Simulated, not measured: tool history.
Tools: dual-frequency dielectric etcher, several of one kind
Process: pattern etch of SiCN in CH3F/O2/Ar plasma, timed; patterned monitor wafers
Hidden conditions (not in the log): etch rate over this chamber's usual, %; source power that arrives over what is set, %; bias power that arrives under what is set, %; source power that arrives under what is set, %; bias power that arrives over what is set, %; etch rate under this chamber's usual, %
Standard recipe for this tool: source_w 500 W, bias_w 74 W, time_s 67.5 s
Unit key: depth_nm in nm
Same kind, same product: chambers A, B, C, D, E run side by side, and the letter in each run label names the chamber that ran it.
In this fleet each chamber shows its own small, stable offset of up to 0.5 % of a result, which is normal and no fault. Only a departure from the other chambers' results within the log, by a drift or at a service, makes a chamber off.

run    day  source_w  bias_w  time_s  hours since the last wet clean  hours since the last source power generator calibration  hours since the last bias power generator calibration  read-back reference wafer on the same gauge, depth_nm  depth_nm
 1D  0.171       500      74    67.5                           347.9                                                   1748.9                                                  708.1                                                 22.304    27.996
 2C  0.317       500      74    67.5                           336.9                                                   1159.7                                                 2024.3                                                 22.297    27.895
 3B  0.458       500      74    67.5                           522.9                                                   1943.1                                                   1456                                                 22.288    27.756
 4E  0.562       500      74    67.5                           223.9                                                   2434.2                                                  918.3                                                 22.287    27.836
     0.671  -- chamber B: wet clean of the chamber
 5A  0.696       500      74    67.5                           237.1                                                   1593.1                                                 3750.6                                                 22.274    28.003
 6E   0.85       500      74    67.5                           230.8                                                   2441.1                                                  925.2                                                 22.265    27.822
 7C  1.004       500      74    67.5                           353.4                                                   1176.2                                                 2040.8                                                 22.274    27.865
 8A  1.162       500      74    67.5                           248.3                                                   1604.3                                                 3761.8                                                 22.266    27.964
 9D  1.296       570      74    55.5                           374.9                                                   1775.9                                                  735.1                                                 22.266    24.085
10B  1.383       570      74    55.5                            17.2                                                   1965.3                                                 1478.2                                                 22.264    23.931
11C  1.475       570      74    55.5                           364.7                                                   1187.5                                                 2052.1                                                 22.266    24.041
12A  1.612       570      74    55.5                           259.1                                                   1615.1                                                 3772.6                                                 22.257    24.048
13E  1.796       570      74    55.5                           253.5                                                   2463.8                                                  947.9                                                 22.258    24.012
14D  1.962       570      74    77.5                           390.9                                                   1791.9                                                  751.1                                                 22.249    33.635
15B  2.108       570      74    77.5                            34.6                                                   1982.7                                                 1495.6                                                 22.237    33.374
16B  2.275       570      74    77.5                            38.6                                                   1986.7                                                 1499.6                                                 22.237    33.339
17A  2.354       570      74    77.5                           276.9                                                   1632.9                                                 3790.4                                                 22.232     33.66
18C  2.538       570      74    77.5                           390.2                                                     1213                                                 2077.6                                                 22.241    33.597
19D  2.704       500      74    67.5                           408.7                                                   1809.7                                                  768.9                                                 22.233    27.797
20E  2.867       500      74    67.5                           279.2                                                   2489.5                                                  973.6                                                 22.224    27.771
21C  2.975       500      74    67.5                           400.7                                                   1223.5                                                 2088.1                                                 22.223    27.851
22D  3.062       500      74    67.5                           417.3                                                   1818.3                                                  777.5                                                 22.219     27.76
23E  3.229       500      74    67.5                           287.9                                                   2498.2                                                  982.3                                                 22.212    27.764
24B  3.379       500      74    67.5                            65.1                                                   2013.2                                                 1526.1                                                 22.222     27.63
25A  3.508       500      74    67.5                           304.6                                                   1660.6                                                 3818.1                                                 22.207    27.819
26A  3.671       500      74    67.5                           308.5                                                   1664.5                                                   3822                                                 22.199     27.87
27E  3.825       450      86    67.5                           302.2                                                   2512.5                                                  996.6                                                 22.202    28.178
28D  3.962       450      86    67.5                           438.9                                                   1839.9                                                  799.1                                                 22.202    28.168
29C  4.067       450      86    67.5                           426.9                                                   1249.7                                                 2114.3                                                 22.199    28.071
30B  4.183       450      86    67.5                            84.4                                                   2032.5                                                 1545.4                                                 22.195    27.993
31E  4.371       450      86    67.5                           315.3                                                   2525.6                                                 1009.7                                                 22.185    28.168
32B  4.546       500      74      49                            93.1                                                   2041.2                                                 1554.1                                                 22.178    19.992
33C  4.658       500      74      49                           441.1                                                   1263.9                                                 2128.5                                                 22.174    20.095
34A  4.838       500      74      49                           336.5                                                   1692.5                                                   3850                                                 22.183    20.193
35D  4.929       500      74      49                           462.1                                                   1863.1                                                  822.3                                                 22.179    20.187
36D  5.042       500      74      49                           464.8                                                   1865.8                                                    825                                                 22.175     20.16

Which is it: a chamber that has drifted or been left off by a service, a gauge drift common to all chambers, or only each chamber's usual small offset? If a chamber is off, name it and its likeliest cause.

The gauge drifts, so all chambers seem to drift together. No chamber is off.
Cause: gauge reads low (%) = 0.597.
